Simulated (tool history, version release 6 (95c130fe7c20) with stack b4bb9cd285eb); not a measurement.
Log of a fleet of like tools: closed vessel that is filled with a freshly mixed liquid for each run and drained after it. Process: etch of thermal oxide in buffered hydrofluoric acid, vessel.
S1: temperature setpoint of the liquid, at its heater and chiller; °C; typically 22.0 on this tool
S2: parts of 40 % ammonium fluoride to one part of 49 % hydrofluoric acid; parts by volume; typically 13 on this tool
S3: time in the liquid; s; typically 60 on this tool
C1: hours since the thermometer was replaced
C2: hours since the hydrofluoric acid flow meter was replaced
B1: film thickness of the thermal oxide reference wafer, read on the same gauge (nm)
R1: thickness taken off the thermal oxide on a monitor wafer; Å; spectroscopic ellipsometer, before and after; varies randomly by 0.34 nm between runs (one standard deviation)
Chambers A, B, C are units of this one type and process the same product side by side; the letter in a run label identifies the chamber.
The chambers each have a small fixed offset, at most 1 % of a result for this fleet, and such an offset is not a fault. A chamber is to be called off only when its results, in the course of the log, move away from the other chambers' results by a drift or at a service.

Run 1C, hour 6.5: usual settings; C1 577.6; C2 1033.2; B1 29.968. Result: R1 478.78 Å.
Run 2A, hour 10.6: usual settings; C1 1775.2; C2 1869.9; B1 30.000. Result: R1 469.47 Å.
Run 3B, hour 15.8: usual settings; C1 192.5; C2 34.7; B1 30.014. Result: R1 470.27 Å.
Run 4C, hour 22.7: usual settings; C1 593.8; C2 1049.4; B1 30.000. Result: R1 478.56 Å.
Run 5B, hour 27.8: usual settings; C1 204.5; C2 46.7; B1 29.977. Result: R1 472.58 Å.
Run 6A, hour 31.9: usual settings but S3 80 s; C1 1796.5; C2 1891.2; B1 30.007. Result: R1 632.11 Å.
Run 7C, hour 40.3: usual settings but S3 80 s; C1 611.4; C2 1067.0; B1 30.011. Result: R1 635.23 Å.
Run 8A, hour 45.9: usual settings but S3 80 s; C1 1810.5; C2 1905.2; B1 30.017. Result: R1 630.56 Å.
Run 9B, hour 51.3: usual settings but S2 11 parts by volume, S3 30 s; C1 228.0; C2 70.2; B1 29.964. Result: R1 273.88 Å.
Run 10A, hour 56.2: usual settings but S2 11 parts by volume, S3 30 s; C1 1820.8; C2 1915.5; B1 29.994. Result: R1 281.15 Å.
Run 11B, hour 63.7: usual settings but S2 11 parts by volume, S3 30 s; C1 240.4; C2 82.6; B1 30.022. Result: R1 275.93 Å.
Run 12C, hour 68.5: usual settings; C1 639.6; C2 1095.2; B1 29.994. Result: R1 475.42 Å.
Run 13C, hour 74.9: usual settings but S1 26.0 °C, S3 75 s; C1 646.0; C2 1101.6; B1 30.010. Result: R1 740.62 Å.
Run 14B, hour 79.9: usual settings but S1 26.0 °C, S3 75 s; C1 256.6; C2 98.8; B1 30.016. Result: R1 732.18 Å.
Run 15A, hour 84.0: usual settings but S1 26.0 °C, S3 75 s; C1 1848.6; C2 1943.3; B1 30.010. Result: R1 738.47 Å.
Run 16A, hour 88.7: usual settings; C1 1853.3; C2 1948.0; B1 30.005. Result: R1 469.13 Å.
Run 17C, hour 96.6: usual settings; C1 667.7; C2 1123.3; B1 29.978. Result: R1 477.81 Å.
Run 18B, hour 102.4: usual settings; C1 279.1; C2 121.3; B1 30.025. Result: R1 472.37 Å.
Run 19A, hour 106.0: usual settings but S1 19.5 °C; C1 1870.6; C2 1965.3; B1 30.002. Result: R1 415.55 Å.
Run 20C, hour 114.3: usual settings but S1 19.5 °C; C1 685.4; C2 1141.0; B1 30.001. Result: R1 410.32 Å.
At hour 116.7: chamber A: hydrofluoric acid flow meter replaced.
Run 21B, hour 122.3: usual settings but S1 19.5 °C; C1 299.0; C2 141.2; B1 29.991. Result: R1 406.54 Å.
Run 22C, hour 126.4: usual settings; C1 697.5; C2 1153.1; B1 29.974. Result: R1 473.20 Å.
Run 23B, hour 134.7: usual settings; C1 311.4; C2 153.6; B1 30.004. Result: R1 472.83 Å.
Run 24A, hour 140.1: usual settings; C1 1904.7; C2 23.5; B1 29.990. Result: R1 477.36 Å.
Run 25B, hour 146.9: usual settings but S1 26.5 °C, S2 18 parts by volume; C1 323.6; C2 165.8; B1 30.005. Result: R1 428.87 Å.
Run 26A, hour 151.8: usual settings but S1 26.5 °C, S2 18 parts by volume; C1 1916.4; C2 35.2; B1 30.006. Result: R1 440.22 Å.
Run 27C, hour 158.7: usual settings but S1 26.5 °C, S2 18 parts by volume; C1 729.8; C2 1185.4; B1 29.978. Result: R1 439.67 Å.

All chambers now run identical settings, listed one chamber a line with results as question marks. What results will each chamber show?
Run 28A, hour 164.7: usual settings. Result: R1 ?.
Run 28B, hour 164.7: usual settings. Result: R1 ?.
Run 28C, hour 164.7: usual settings. Result: R1 ?.

run      R1
28A  474.10
28B  471.12
28C  476.89
